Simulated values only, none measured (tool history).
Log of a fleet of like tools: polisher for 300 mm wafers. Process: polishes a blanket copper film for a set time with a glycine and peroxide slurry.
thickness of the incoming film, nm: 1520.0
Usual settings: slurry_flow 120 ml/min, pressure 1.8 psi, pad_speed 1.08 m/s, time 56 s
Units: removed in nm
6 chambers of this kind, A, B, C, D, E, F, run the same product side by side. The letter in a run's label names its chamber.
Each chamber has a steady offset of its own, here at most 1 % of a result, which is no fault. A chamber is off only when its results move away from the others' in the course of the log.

{"hour": 6.2, "done": "chamber C: worn pad replaced by a new one"}
{"run": "1D", "hour": 11.6, "slurry_flow": 120, "pressure": 1.8, "pad_speed": 1.08, "time": 56, "removed": 234.08}
{"hour": 15.4, "done": "chamber D: slurry nozzle cleaned"}
{"run": "2C", "hour": 22.6, "slurry_flow": 120, "pressure": 1.8, "pad_speed": 1.08, "time": 56, "removed": 233.84}
{"hour": 23.6, "done": "chamber A: worn pad replaced by a new one"}
{"run": "3F", "hour": 33.1, "slurry_flow": 120, "pressure": 1.8, "pad_speed": 1.08, "time": 56, "removed": 236.11}
{"hour": 33.6, "done": "chamber F: worn pad replaced by a new one"}
{"hour": 35.9, "done": "chamber B: slurry nozzle cleaned"}
{"hour": 35.9, "done": "chamber D: worn pad replaced by a new one"}
{"run": "4E", "hour": 40.3, "slurry_flow": 120, "pressure": 1.8, "pad_speed": 1.08, "time": 56, "removed": 236.33}
{"hour": 47.4, "done": "chamber E: worn pad replaced by a new one"}
{"run": "5A", "hour": 51.9, "slurry_flow": 120, "pressure": 1.8, "pad_speed": 1.08, "time": 56, "removed": 230.7}
{"run": "6B", "hour": 60.5, "slurry_flow": 120, "pressure": 1.8, "pad_speed": 1.08, "time": 56, "removed": 234.16}
{"run": "7A", "hour": 67.9, "slurry_flow": 120, "pressure": 1.8, "pad_speed": 1.08, "time": 56, "removed": 233}
{"hour": 69.4, "done": "chamber C: worn pad replaced by a new one"}
{"run": "8F", "hour": 76.3, "slurry_flow": 120, "pressure": 1.8, "pad_speed": 1.08, "time": 56, "removed": 231.47}
{"run": "9D", "hour": 83.5, "slurry_flow": 120, "pressure": 1.8, "pad_speed": 1.08, "time": 56, "removed": 236.97}
{"hour": 93.5, "done": "chamber A: worn pad replaced by a new one"}
{"run": "10E", "hour": 94.7, "slurry_flow": 120, "pressure": 1.8, "pad_speed": 1.08, "time": 56, "removed": 233.19}
{"hour": 101.1, "done": "chamber F: worn pad replaced by a new one"}
{"run": "11C", "hour": 101.9, "slurry_flow": 120, "pressure": 1.8, "pad_speed": 1.08, "time": 56, "removed": 234.03}
{"run": "12B", "hour": 110.8, "slurry_flow": 135, "pressure": 1.8, "pad_speed": 1.08, "time": 56, "removed": 237.21}
{"run": "13C", "hour": 120.0, "slurry_flow": 135, "pressure": 1.8, "pad_speed": 1.08, "time": 56, "removed": 243.27}
{"hour": 123.5, "done": "chamber D: worn pad replaced by a new one"}
{"hour": 125.0, "done": "chamber B: worn pad replaced by a new one"}
{"hour": 130.5, "done": "chamber E: worn pad replaced by a new one"}
{"run": "14A", "hour": 130.8, "slurry_flow": 135, "pressure": 1.8, "pad_speed": 1.08, "time": 56, "removed": 244.2}
{"run": "15B", "hour": 140.4, "slurry_flow": 135, "pressure": 1.8, "pad_speed": 1.08, "time": 56, "removed": 236.12}
{"hour": 143.9, "done": "chamber C: worn pad replaced by a new one"}
{"run": "16F", "hour": 147.7, "slurry_flow": 135, "pressure": 1.8, "pad_speed": 1.08, "time": 56, "removed": 242.13}
{"run": "17D", "hour": 154.4, "slurry_flow": 135, "pressure": 1.8, "pad_speed": 1.08, "time": 56, "removed": 241.73}
{"run": "18E", "hour": 162.9, "slurry_flow": 120, "pressure": 1.8, "pad_speed": 1.08, "time": 56, "removed": 235.93}
{"run": "19B", "hour": 169.0, "slurry_flow": 120, "pressure": 1.8, "pad_speed": 1.08, "time": 56, "removed": 231.92}
{"hour": 169.7, "done": "chamber F: worn pad replaced by a new one"}
{"hour": 173.9, "done": "chamber A: worn pad replaced by a new one"}
{"run": "20D", "hour": 180.0, "slurry_flow": 120, "pressure": 1.8, "pad_speed": 1.08, "time": 56, "removed": 235.54}
{"run": "21C", "hour": 188.4, "slurry_flow": 120, "pressure": 1.8, "pad_speed": 1.08, "time": 56, "removed": 235.32}
{"run": "22A", "hour": 196.5, "slurry_flow": 120, "pressure": 1.8, "pad_speed": 1.08, "time": 56, "removed": 235.67}
{"hour": 202.5, "done": "chamber E: slurry nozzle cleaned"}
{"hour": 205.7, "done": "chamber A: head pressure recalibrated"}
{"run": "23E", "hour": 206.6, "slurry_flow": 120, "pressure": 1.8, "pad_speed": 1.08, "time": 56, "removed": 236}
{"hour": 206.9, "done": "chamber E: worn pad replaced by a new one"}
{"hour": 215.3, "done": "chamber C: worn pad replaced by a new one"}
{"run": "24F", "hour": 218.4, "slurry_flow": 120, "pressure": 1.8, "pad_speed": 1.08, "time": 56, "removed": 231.97}
{"hour": 224.5, "done": "chamber D: worn pad replaced by a new one"}
{"run": "25C", "hour": 228.1, "slurry_flow": 120, "pressure": 1.8, "pad_speed": 1.08, "time": 56, "removed": 235.28}
{"run": "26E", "hour": 238.7, "slurry_flow": 120, "pressure": 1.8, "pad_speed": 1.08, "time": 56, "removed": 240.23}
{"hour": 240.2, "done": "chamber F: worn pad replaced by a new one"}
{"run": "27A", "hour": 245.1, "slurry_flow": 120, "pressure": 1.8, "pad_speed": 1.08, "time": 56, "removed": 230.83}
{"hour": 246.7, "done": "chamber B: worn pad replaced by a new one"}
{"hour": 247.5, "done": "chamber A: worn pad replaced by a new one"}
{"run": "28B", "hour": 251.5, "slurry_flow": 120, "pressure": 1.8, "pad_speed": 1.08, "time": 56, "removed": 220.4}
{"run": "29D", "hour": 257.4, "slurry_flow": 120, "pressure": 1.8, "pad_speed": 1.08, "time": 56, "removed": 236.96}
{"run": "30F", "hour": 263.4, "slurry_flow": 120, "pressure": 1.8, "pad_speed": 1.08, "time": 56, "removed": 233.41}
{"run": "31B", "hour": 273.3, "slurry_flow": 120, "pressure": 1.8, "pad_speed": 1.08, "time": 56, "removed": 221.98}
{"run": "32F", "hour": 281.6, "slurry_flow": 120, "pressure": 1.8, "pad_speed": 1.08, "time": 56, "removed": 232.5}
{"run": "33C", "hour": 287.3, "slurry_flow": 120, "pressure": 1.8, "pad_speed": 1.08, "time": 56, "removed": 235.66}
{"hour": 290.0, "done": "chamber C: worn pad replaced by a new one"}
{"hour": 290.7, "done": "chamber E: worn pad replaced by a new one"}
{"hour": 295.1, "done": "chamber C: head pressure recalibrated"}
{"run": "34D", "hour": 298.9, "slurry_flow": 120, "pressure": 1.8, "pad_speed": 1.08, "time": 56, "removed": 239.59}
{"hour": 302.1, "done": "chamber F: worn pad replaced by a new one"}
{"run": "35A", "hour": 305.8, "slurry_flow": 120, "pressure": 1.8, "pad_speed": 1.08, "time": 56, "removed": 236.93}
{"run": "36E", "hour": 314.1, "slurry_flow": 120, "pressure": 1.8, "pad_speed": 1.08, "time": 56, "removed": 233.02}
{"run": "37C", "hour": 325.1, "slurry_flow": 120, "pressure": 1.8, "pad_speed": 1.08, "time": 56, "removed": 233.24}
{"run": "38F", "hour": 332.1, "slurry_flow": 120, "pressure": 1.8, "pad_speed": 1.08, "time": 56, "removed": 233.28}

Next, every chamber runs the same settings. What will each give?
{"run": "39A", "hour": 340.6, "slurry_flow": 120, "pressure": 1.8, "pad_speed": 1.08, "time": 62, "removed": "?"}
{"run": "39B", "hour": 340.6, "slurry_flow": 120, "pressure": 1.8, "pad_speed": 1.08, "time": 62, "removed": "?"}
{"run": "39C", "hour": 340.6, "slurry_flow": 120, "pressure": 1.8, "pad_speed": 1.08, "time": 62, "removed": "?"}
{"run": "39D", "hour": 340.6, "slurry_flow": 120, "pressure": 1.8, "pad_speed": 1.08, "time": 62, "removed": "?"}
{"run": "39E", "hour": 340.6, "slurry_flow": 120, "pressure": 1.8, "pad_speed": 1.08, "time": 62, "removed": "?"}
{"run": "39F", "hour": 340.6, "slurry_flow": 120, "pressure": 1.8, "pad_speed": 1.08, "time": 62, "removed": "?"}

run=39A removed=255.38
run=39B removed=235.03
run=39C removed=259.23
run=39D removed=261.79
run=39E removed=258.02
run=39F removed=260.42
